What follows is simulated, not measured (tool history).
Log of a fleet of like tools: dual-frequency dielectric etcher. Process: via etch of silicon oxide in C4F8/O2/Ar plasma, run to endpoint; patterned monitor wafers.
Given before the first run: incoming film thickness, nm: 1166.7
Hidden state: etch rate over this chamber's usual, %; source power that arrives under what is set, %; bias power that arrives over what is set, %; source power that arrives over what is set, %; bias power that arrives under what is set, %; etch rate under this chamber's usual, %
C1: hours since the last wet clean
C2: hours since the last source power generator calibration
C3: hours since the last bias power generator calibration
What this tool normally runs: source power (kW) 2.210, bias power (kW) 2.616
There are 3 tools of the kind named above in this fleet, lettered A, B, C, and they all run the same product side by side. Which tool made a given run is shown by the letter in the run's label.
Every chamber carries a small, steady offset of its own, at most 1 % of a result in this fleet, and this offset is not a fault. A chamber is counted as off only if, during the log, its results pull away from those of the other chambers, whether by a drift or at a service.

run 1A hour=8.7 | source_power_(kW)=2.210 bias_power_(kW)=2.616 | C1=322.1 C2=1788.3 C3=321.1 | endpoint_time_(s)=206.04
run 2C hour=15.4 | source_power_(kW)=2.210 bias_power_(kW)=2.616 | C1=339.0 C2=2223.8 C3=1158.2 | endpoint_time_(s)=204.35
run 3B hour=21.1 | source_power_(kW)=2.210 bias_power_(kW)=2.616 | C1=224.6 C2=461.5 C3=1936.1 | endpoint_time_(s)=205.55
run 4B hour=31.8 | source_power_(kW)=2.210 bias_power_(kW)=2.616 | C1=235.3 C2=472.2 C3=1946.8 | endpoint_time_(s)=205.37
run 5A hour=41.1 | source_power_(kW)=2.210 bias_power_(kW)=2.616 | C1=354.5 C2=1820.7 C3=353.5 | endpoint_time_(s)=207.00
-- hour=48.0 chamber A: source power generator calibrated
run 6C hour=50.8 | source_power_(kW)=2.210 bias_power_(kW)=2.616 | C1=374.4 C2=2259.2 C3=1193.6 | endpoint_time_(s)=203.85
run 7B hour=56.6 | source_power_(kW)=2.210 bias_power_(kW)=2.616 | C1=260.1 C2=497.0 C3=1971.6 | endpoint_time_(s)=204.90
run 8C hour=69.1 | source_power_(kW)=2.210 bias_power_(kW)=2.616 | C1=392.7 C2=2277.5 C3=1211.9 | endpoint_time_(s)=203.51
run 9A hour=80.4 | source_power_(kW)=2.210 bias_power_(kW)=2.616 | C1=393.8 C2=32.4 C3=392.8 | endpoint_time_(s)=205.31
run 10B hour=86.3 | source_power_(kW)=2.700 bias_power_(kW)=2.616 | C1=289.8 C2=526.7 C3=2001.3 | endpoint_time_(s)=189.86
run 11A hour=92.5 | source_power_(kW)=2.700 bias_power_(kW)=2.616 | C1=405.9 C2=44.5 C3=404.9 | endpoint_time_(s)=190.18
run 12C hour=99.6 | source_power_(kW)=2.700 bias_power_(kW)=2.616 | C1=423.2 C2=2308.0 C3=1242.4 | endpoint_time_(s)=188.30
run 13B hour=111.2 | source_power_(kW)=2.210 bias_power_(kW)=2.616 | C1=314.7 C2=551.6 C3=2026.2 | endpoint_time_(s)=206.05
run 14A hour=122.7 | source_power_(kW)=2.210 bias_power_(kW)=2.616 | C1=436.1 C2=74.7 C3=435.1 | endpoint_time_(s)=205.42
run 15C hour=134.0 | source_power_(kW)=2.210 bias_power_(kW)=2.616 | C1=457.6 C2=2342.4 C3=1276.8 | endpoint_time_(s)=203.53
run 16B hour=143.4 | source_power_(kW)=2.210 bias_power_(kW)=2.616 | C1=346.9 C2=583.8 C3=2058.4 | endpoint_time_(s)=206.03
run 17A hour=149.0 | source_power_(kW)=2.210 bias_power_(kW)=2.616 | C1=462.4 C2=101.0 C3=461.4 | endpoint_time_(s)=205.80
run 18C hour=160.4 | source_power_(kW)=2.210 bias_power_(kW)=2.616 | C1=484.0 C2=2368.8 C3=1303.2 | endpoint_time_(s)=203.42
run 19B hour=169.2 | source_power_(kW)=2.210 bias_power_(kW)=2.616 | C1=372.7 C2=609.6 C3=2084.2 | endpoint_time_(s)=204.15
run 20C hour=178.7 | source_power_(kW)=2.210 bias_power_(kW)=2.616 | C1=502.3 C2=2387.1 C3=1321.5 | endpoint_time_(s)=203.15
run 21A hour=189.7 | source_power_(kW)=2.210 bias_power_(kW)=2.616 | C1=503.1 C2=141.7 C3=502.1 | endpoint_time_(s)=205.96
run 22C hour=200.3 | source_power_(kW)=2.210 bias_power_(kW)=2.616 | C1=523.9 C2=2408.7 C3=1343.1 | endpoint_time_(s)=204.52
run 23A hour=208.9 | source_power_(kW)=2.210 bias_power_(kW)=2.616 | C1=522.3 C2=160.9 C3=521.3 | endpoint_time_(s)=205.74
run 24B hour=221.8 | source_power_(kW)=2.210 bias_power_(kW)=2.616 | C1=425.3 C2=662.2 C3=2136.8 | endpoint_time_(s)=202.45
run 25A hour=234.6 | source_power_(kW)=2.210 bias_power_(kW)=2.616 | C1=548.0 C2=186.6 C3=547.0 | endpoint_time_(s)=205.75
run 26C hour=242.0 | source_power_(kW)=2.210 bias_power_(kW)=2.616 | C1=565.6 C2=2450.4 C3=1384.8 | endpoint_time_(s)=204.14
run 27B hour=253.0 | source_power_(kW)=2.440 bias_power_(kW)=2.850 | C1=456.5 C2=693.4 C3=2168.0 | endpoint_time_(s)=188.15
-- hour=259.9 chamber C: wet clean of the chamber
run 28B hour=265.6 | source_power_(kW)=2.440 bias_power_(kW)=2.850 | C1=469.1 C2=706.0 C3=2180.6 | endpoint_time_(s)=189.51
run 29C hour=272.3 | source_power_(kW)=2.440 bias_power_(kW)=2.850 | C1=12.5 C2=2480.7 C3=1415.1 | endpoint_time_(s)=190.88
-- hour=275.3 chamber A: wet clean of the chamber
run 30A hour=279.8 | source_power_(kW)=2.570 bias_power_(kW)=3.162 | C1=4.5 C2=231.8 C3=592.2 | endpoint_time_(s)=182.50
run 31C hour=285.7 | source_power_(kW)=2.570 bias_power_(kW)=3.162 | C1=25.9 C2=2494.1 C3=1428.5 | endpoint_time_(s)=180.65
run 32B hour=297.6 | source_power_(kW)=2.570 bias_power_(kW)=3.162 | C1=501.1 C2=738.0 C3=2212.6 | endpoint_time_(s)=179.22
run 33A hour=309.6 | source_power_(kW)=2.210 bias_power_(kW)=2.616 | C1=34.3 C2=261.6 C3=622.0 | endpoint_time_(s)=204.86
run 34C hour=322.4 | source_power_(kW)=2.210 bias_power_(kW)=2.616 | C1=62.6 C2=2530.8 C3=1465.2 | endpoint_time_(s)=203.66
run 35B hour=332.9 | source_power_(kW)=2.210 bias_power_(kW)=2.616 | C1=536.4 C2=773.3 C3=2247.9 | endpoint_time_(s)=197.68
run 36A hour=344.0 | source_power_(kW)=2.210 bias_power_(kW)=2.616 | C1=68.7 C2=296.0 C3=656.4 | endpoint_time_(s)=206.04
run 37A hour=351.6 | source_power_(kW)=2.210 bias_power_(kW)=2.616 | C1=76.3 C2=303.6 C3=664.0 | endpoint_time_(s)=205.21
run 38B hour=358.1 | source_power_(kW)=2.610 bias_power_(kW)=2.342 | C1=561.6 C2=798.5 C3=2273.1 | endpoint_time_(s)=191.15
run 39C hour=364.5 | source_power_(kW)=2.610 bias_power_(kW)=2.342 | C1=104.7 C2=2572.9 C3=1507.3 | endpoint_time_(s)=196.20
run 40C hour=372.3 | source_power_(kW)=2.610 bias_power_(kW)=2.342 | C1=112.5 C2=2580.7 C3=1515.1 | endpoint_time_(s)=197.83
run 41A hour=382.8 | source_power_(kW)=2.210 bias_power_(kW)=2.616 | C1=107.5 C2=334.8 C3=695.2 | endpoint_time_(s)=205.22
run 42B hour=389.4 | source_power_(kW)=2.210 bias_power_(kW)=2.616 | C1=592.9 C2=829.8 C3=2304.4 | endpoint_time_(s)=195.63

All 3 chambers run these settings next. Forecast each chamber's results:
run 43A hour=398.7 | source_power_(kW)=2.210 bias_power_(kW)=2.194 | endpoint_time_(s)=?
run 43B hour=398.7 | source_power_(kW)=2.210 bias_power_(kW)=2.194 | endpoint_time_(s)=?
run 43C hour=398.7 | source_power_(kW)=2.210 bias_power_(kW)=2.194 | endpoint_time_(s)=?

run=43A endpoint_time_(s)=216.64
run=43B endpoint_time_(s)=204.69
run=43C endpoint_time_(s)=212.86
